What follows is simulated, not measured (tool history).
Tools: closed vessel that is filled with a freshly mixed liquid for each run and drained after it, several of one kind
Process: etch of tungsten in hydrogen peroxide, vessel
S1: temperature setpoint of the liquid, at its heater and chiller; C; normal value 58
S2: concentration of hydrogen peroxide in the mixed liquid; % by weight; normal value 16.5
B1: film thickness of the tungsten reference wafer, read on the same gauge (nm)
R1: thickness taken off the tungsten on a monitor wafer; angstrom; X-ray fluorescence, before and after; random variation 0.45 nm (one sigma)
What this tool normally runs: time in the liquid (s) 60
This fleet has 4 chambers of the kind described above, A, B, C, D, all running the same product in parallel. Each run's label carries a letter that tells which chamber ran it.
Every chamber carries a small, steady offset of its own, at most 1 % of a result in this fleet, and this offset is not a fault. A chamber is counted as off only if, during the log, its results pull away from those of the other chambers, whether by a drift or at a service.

{"run": "1D", "hour": 2.1, "S1": 58, "S2": 16.5, "time in the liquid (s)": 60, "B1": 139.98, "R1": 1454.7}
{"run": "2A", "hour": 4.6, "S1": 58, "S2": 16.5, "time in the liquid (s)": 60, "B1": 140.03, "R1": 1466.2}
{"run": "3C", "hour": 6.8, "S1": 58, "S2": 16.5, "time in the liquid (s)": 60, "B1": 140.0, "R1": 1458.4}
{"run": "4B", "hour": 9.8, "S1": 58, "S2": 16.5, "time in the liquid (s)": 60, "B1": 140.02, "R1": 1465.7}
{"run": "5A", "hour": 12.1, "S1": 58, "S2": 16.5, "time in the liquid (s)": 60, "B1": 139.98, "R1": 1461.2}
{"run": "6D", "hour": 16.1, "S1": 58, "S2": 16.5, "time in the liquid (s)": 60, "B1": 139.99, "R1": 1467.1}
{"run": "7B", "hour": 18.3, "S1": 58, "S2": 16.5, "time in the liquid (s)": 60, "B1": 140.01, "R1": 1461.7}
{"run": "8C", "hour": 22.7, "S1": 58, "S2": 16.5, "time in the liquid (s)": 60, "B1": 139.99, "R1": 1464.6}
{"run": "9B", "hour": 27.3, "S1": 58, "S2": 16.5, "time in the liquid (s)": 60, "B1": 140.03, "R1": 1462.2}
{"run": "10C", "hour": 31.8, "S1": 58, "S2": 16.5, "time in the liquid (s)": 50, "B1": 140.0, "R1": 1214.5}
{"run": "11A", "hour": 36.0, "S1": 58, "S2": 16.5, "time in the liquid (s)": 50, "B1": 140.0, "R1": 1222.3}
{"run": "12D", "hour": 40.3, "S1": 58, "S2": 16.5, "time in the liquid (s)": 50, "B1": 140.01, "R1": 1215.6}
{"run": "13D", "hour": 44.0, "S1": 58, "S2": 16.5, "time in the liquid (s)": 50, "B1": 140.03, "R1": 1212.8}
{"hour": 44.9, "done": "chamber D: new drum of peroxide connected"}
{"run": "14A", "hour": 47.0, "S1": 58, "S2": 16.5, "time in the liquid (s)": 60, "B1": 139.99, "R1": 1463.3}
{"run": "15C", "hour": 49.1, "S1": 58, "S2": 16.5, "time in the liquid (s)": 60, "B1": 140.0, "R1": 1459.0}
{"run": "16B", "hour": 53.3, "S1": 58, "S2": 16.5, "time in the liquid (s)": 60, "B1": 139.99, "R1": 1458.9}
{"run": "17D", "hour": 57.2, "S1": 49, "S2": 16.5, "time in the liquid (s)": 60, "B1": 140.01, "R1": 843.66}
{"run": "18C", "hour": 59.9, "S1": 49, "S2": 16.5, "time in the liquid (s)": 60, "B1": 140.0, "R1": 864.13}
{"run": "19B", "hour": 62.8, "S1": 49, "S2": 16.5, "time in the liquid (s)": 60, "B1": 140.01, "R1": 851.82}
{"run": "20A", "hour": 66.5, "S1": 49, "S2": 16.5, "time in the liquid (s)": 60, "B1": 140.0, "R1": 860.96}
{"run": "21B", "hour": 70.9, "S1": 58, "S2": 13.0, "time in the liquid (s)": 40, "B1": 140.01, "R1": 860.01}
{"run": "22C", "hour": 75.0, "S1": 58, "S2": 13.0, "time in the liquid (s)": 40, "B1": 140.01, "R1": 864.72}
{"run": "23A", "hour": 78.3, "S1": 58, "S2": 13.0, "time in the liquid (s)": 40, "B1": 140.0, "R1": 865.83}
{"run": "24D", "hour": 82.8, "S1": 58, "S2": 13.0, "time in the liquid (s)": 40, "B1": 139.98, "R1": 860.82}
{"run": "25D", "hour": 86.7, "S1": 58, "S2": 16.5, "time in the liquid (s)": 60, "B1": 139.99, "R1": 1449.2}

Is one chamber off against the others, does the gauge drift, or is nothing wrong? If a chamber is off, say which, and what the likeliest cause is.

Beyond each chamber's small constant offset nothing stands out, and the gauge stays steady.
